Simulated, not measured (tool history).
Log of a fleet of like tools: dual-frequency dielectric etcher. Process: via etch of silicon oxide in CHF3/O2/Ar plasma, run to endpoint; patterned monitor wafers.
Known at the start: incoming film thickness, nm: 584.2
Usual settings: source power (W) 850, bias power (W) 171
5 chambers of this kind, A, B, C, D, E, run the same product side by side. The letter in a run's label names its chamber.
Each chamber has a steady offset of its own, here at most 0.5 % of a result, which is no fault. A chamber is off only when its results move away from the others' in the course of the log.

| run | hour | source power (W) | bias power (W) | hours since the last wet clean | hours since the last source power generator calibration | hours since the last bias power generator calibration | endpoint time (s) |
|---|---|---|---|---|---|---|---|
| 1E | 5.3 | 850 | 171 | 518.6 | 1311.8 | 526.9 | 262.76 |
| 2C | 12.3 | 850 | 171 | 496.8 | 393.8 | 646.7 | 265.74 |
|  | 15.4 | chamber C: wet clean of the chamber |
| 3A | 20.7 | 850 | 171 | 125.4 | 138.4 | 120.4 | 260.27 |
| 4D | 26.1 | 850 | 171 | 351.4 | 376.8 | 2046.5 | 260.04 |
| 5B | 35.0 | 850 | 171 | 259.3 | 307.2 | 4390.9 | 263.28 |
| 6E | 44.3 | 850 | 171 | 557.6 | 1350.8 | 565.9 | 258.31 |
| 7D | 54.5 | 850 | 171 | 379.8 | 405.2 | 2074.9 | 263.33 |
| 8B | 62.0 | 850 | 171 | 286.3 | 334.2 | 4417.9 | 264.43 |
| 9C | 71.0 | 850 | 171 | 55.7 | 452.5 | 705.4 | 261.08 |
| 10A | 78.2 | 850 | 171 | 182.9 | 195.9 | 177.9 | 260.39 |
| 11B | 88.3 | 850 | 151 | 312.6 | 360.5 | 4444.2 | 275.06 |
|  | 93.7 | chamber E: wet clean of the chamber |
| 12C | 96.3 | 850 | 151 | 81.0 | 477.8 | 730.7 | 275.70 |
| 13D | 104.1 | 850 | 151 | 429.4 | 454.8 | 2124.5 | 274.37 |
| 14E | 108.7 | 850 | 151 | 15.0 | 1415.2 | 630.3 | 271.59 |
| 15A | 113.9 | 850 | 151 | 218.6 | 231.6 | 213.6 | 268.89 |
| 16E | 123.4 | 650 | 201 | 29.7 | 1429.9 | 645.0 | 275.17 |
| 17B | 132.8 | 650 | 201 | 357.1 | 405.0 | 4488.7 | 276.51 |
| 18D | 139.9 | 650 | 201 | 465.2 | 490.6 | 2160.3 | 281.00 |
|  | 145.5 | chamber D: bias power generator calibrated |
| 19A | 150.6 | 650 | 201 | 255.3 | 268.3 | 250.3 | 274.03 |
| 20C | 155.4 | 650 | 201 | 140.1 | 536.9 | 789.8 | 276.20 |
| 21E | 161.4 | 850 | 171 | 67.7 | 1467.9 | 683.0 | 262.63 |
| 22A | 166.3 | 850 | 171 | 271.0 | 284.0 | 266.0 | 260.46 |
| 23D | 175.5 | 850 | 171 | 500.8 | 526.2 | 30.0 | 263.24 |
| 24C | 180.3 | 850 | 171 | 165.0 | 561.8 | 814.7 | 264.70 |
|  | 186.2 | chamber D: wet clean of the chamber |
| 25B | 186.9 | 750 | 141 | 411.2 | 459.1 | 4542.8 | 290.51 |
|  | 191.3 | chamber B: bias power generator calibrated |
| 26C | 195.3 | 750 | 141 | 180.0 | 576.8 | 829.7 | 296.45 |
| 27D | 205.0 | 750 | 141 | 18.8 | 555.7 | 59.5 | 291.50 |
| 28A | 211.9 | 750 | 141 | 316.6 | 329.6 | 311.6 | 289.89 |
| 29B | 218.6 | 750 | 141 | 442.9 | 490.8 | 27.4 | 292.66 |
| 30E | 228.2 | 850 | 171 | 134.5 | 1534.7 | 749.8 | 264.07 |
| 31A | 233.6 | 850 | 171 | 338.3 | 351.3 | 333.3 | 265.03 |
| 32D | 238.7 | 850 | 171 | 52.5 | 589.4 | 93.2 | 262.12 |
| 33E | 246.3 | 850 | 171 | 152.6 | 1552.8 | 767.9 | 262.19 |
| 34B | 253.2 | 850 | 171 | 477.5 | 525.4 | 62.0 | 265.35 |
| 35C | 263.0 | 850 | 171 | 247.7 | 644.5 | 897.4 | 262.42 |

Is one chamber off against the others, does the gauge drift, or is nothing wrong? If a chamber is off, say which, and what the likeliest cause is.

No chamber stands off beyond its own small offset, and the gauge holds steady.

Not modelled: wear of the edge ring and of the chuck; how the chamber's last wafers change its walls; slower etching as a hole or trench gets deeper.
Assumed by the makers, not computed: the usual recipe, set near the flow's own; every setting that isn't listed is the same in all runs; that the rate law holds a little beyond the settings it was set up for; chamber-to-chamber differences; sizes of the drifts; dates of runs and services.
